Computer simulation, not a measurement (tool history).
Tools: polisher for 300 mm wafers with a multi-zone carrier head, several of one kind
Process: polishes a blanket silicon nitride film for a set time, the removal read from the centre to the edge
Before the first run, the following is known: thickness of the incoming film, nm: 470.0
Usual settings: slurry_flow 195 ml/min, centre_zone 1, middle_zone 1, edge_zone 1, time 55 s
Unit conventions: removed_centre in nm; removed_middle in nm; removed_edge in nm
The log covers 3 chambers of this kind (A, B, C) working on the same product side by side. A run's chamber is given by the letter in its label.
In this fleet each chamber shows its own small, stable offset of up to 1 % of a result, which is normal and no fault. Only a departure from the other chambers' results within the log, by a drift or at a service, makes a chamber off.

run,hour,slurry_flow,centre_zone,middle_zone,edge_zone,time,wafers polished on this pad,hours since the slurry nozzle was cleaned,hours since the centre zone pressure was calibrated,hours since the edge zone pressure was calibrated,removed_centre,removed_middle,removed_edge
# hour 5.8: chamber B: worn pad replaced by a new one
# hour 6: chamber C: worn pad replaced by a new one
1C,6.5,195,1,1,1,55,4,556.2,597.1,1121.1,123.5,123.94,125.43
2B,15.6,195,1,1,1,55,85,132.4,1163.9,266.5,124.74,124.52,123.73
3A,25.8,195,1,1,1,55,381,58.8,89.1,840.9,123.36,124.21,124.14
4A,32.7,195,1,1,1,55,442,65.7,96,847.8,125.14,123.97,123.64
5B,42.5,195,1,1,1,55,321,159.3,1190.8,293.4,121.95,122.34,125.58
6C,54.7,195,1,1,1,55,426,604.4,645.3,1169.3,121.86,122.82,123.16
7A,62.8,195,1,1,1,55,705,95.8,126.1,877.9,126.01,126.12,121.85
8B,73.1,195,1,1,1.07,55,588,189.9,1221.4,324,125.83,121.91,127.34
9C,83.6,195,1,1,1.07,55,678,633.3,674.2,1198.2,122.03,122.51,128.84
# hour 83.7: chamber B: slurry nozzle cleaned
# hour 83.7: chamber B: centre zone pressure recalibrated
# hour 89.6: chamber B: edge zone pressure recalibrated
# hour 91.5: chamber C: worn pad replaced by a new one
10A,95.6,195,1,1,1.07,55,992,128.6,158.9,910.7,126.9,124.92,129
# hour 97.5: chamber C: slurry nozzle cleaned
# hour 99.5: chamber A: edge zone pressure recalibrated
11C,107.9,195,1,1,1,55,144,10.5,698.5,1222.5,123.72,123.3,125.88
12B,121.1,195,1,1,1,55,1008,37.4,37.4,31.5,120.64,122.41,123.92
13A,130.3,195,1,1,1,55,1295,163.3,193.6,30.8,127.68,124.8,124.51
# hour 135: chamber A: worn pad replaced by a new one
14C,137.5,195,1,1,1,55,402,40.1,728.1,1252.1,124.83,124.82,123.68
# hour 141.8: chamber B: worn pad replaced by a new one
15B,144.4,195,1,1,1,55,23,60.7,60.7,54.8,117.65,122.12,126.44
16B,151.7,165,1,1,1,47,87,68,68,62.1,97.067,103.54,106.05
17A,164,165,1,1,1,47,254,197,227.3,64.5,104.17,103.32,104.05
18C,174.3,165,1,1,1,47,724,76.9,764.9,1288.9,103.67,104.32,104.72
# hour 182.2: chamber C: edge zone pressure recalibrated
19A,183.1,195,1,1,1,55,421,216.1,246.4,83.6,123.73,125.6,122.58
# hour 189.7: chamber C: worn pad replaced by a new one
20C,189.7,195,1,1,1,55,0,92.3,780.3,7.5,126.88,124.64,125.89
21B,200.4,195,1,1,1,55,513,116.7,116.7,110.8,114.81,125.68,123

Decide between three cases: one chamber stands off from its peers, the gauge reading all wafers drifts, or nothing is wrong past each chamber's small offset. Where a chamber is off, say which and what most likely put it there.

The work done on chamber B during a service left it standing apart from the others.
Most likely cause: centre zone's pressure below its setpoint, % = 5.34.

Chamber B could run next with any of the 4 candidate recipes listed below; each alters the usual settings, and their results appear as question marks. Which one brings its results back in line with what the other chambers deliver on the usual settings?
A result is in line if it is within this distance of the other chambers' mean on the usual settings: removed_centre 5 nm; removed_middle 3.2 nm; removed_edge 5 nm
22B-1,209.9,200,1.08,0.99,0.97,57,,,,,?,?,?
22B-2,209.9,190,0.96,1.01,1.01,54,,,,,?,?,?
22B-3,209.9,190,0.92,1.01,1.03,54,,,,,?,?,?
22B-4,209.9,200,1.04,0.99,0.99,56,,,,,?,?,?

Other chambers, usual settings, mean: removed_centre 124.28 nm; removed_middle 124.48 nm; removed_edge 124.45 nm
run,removed_centre,removed_middle,removed_edge
22B-1,132.62,127.59,125.48
22B-2,109.31,122.3,120.74
22B-3,104.21,122.32,122.02
22B-4,124.96,125.37,124.61
22B-4 puts the chamber back in line with the other chambers.
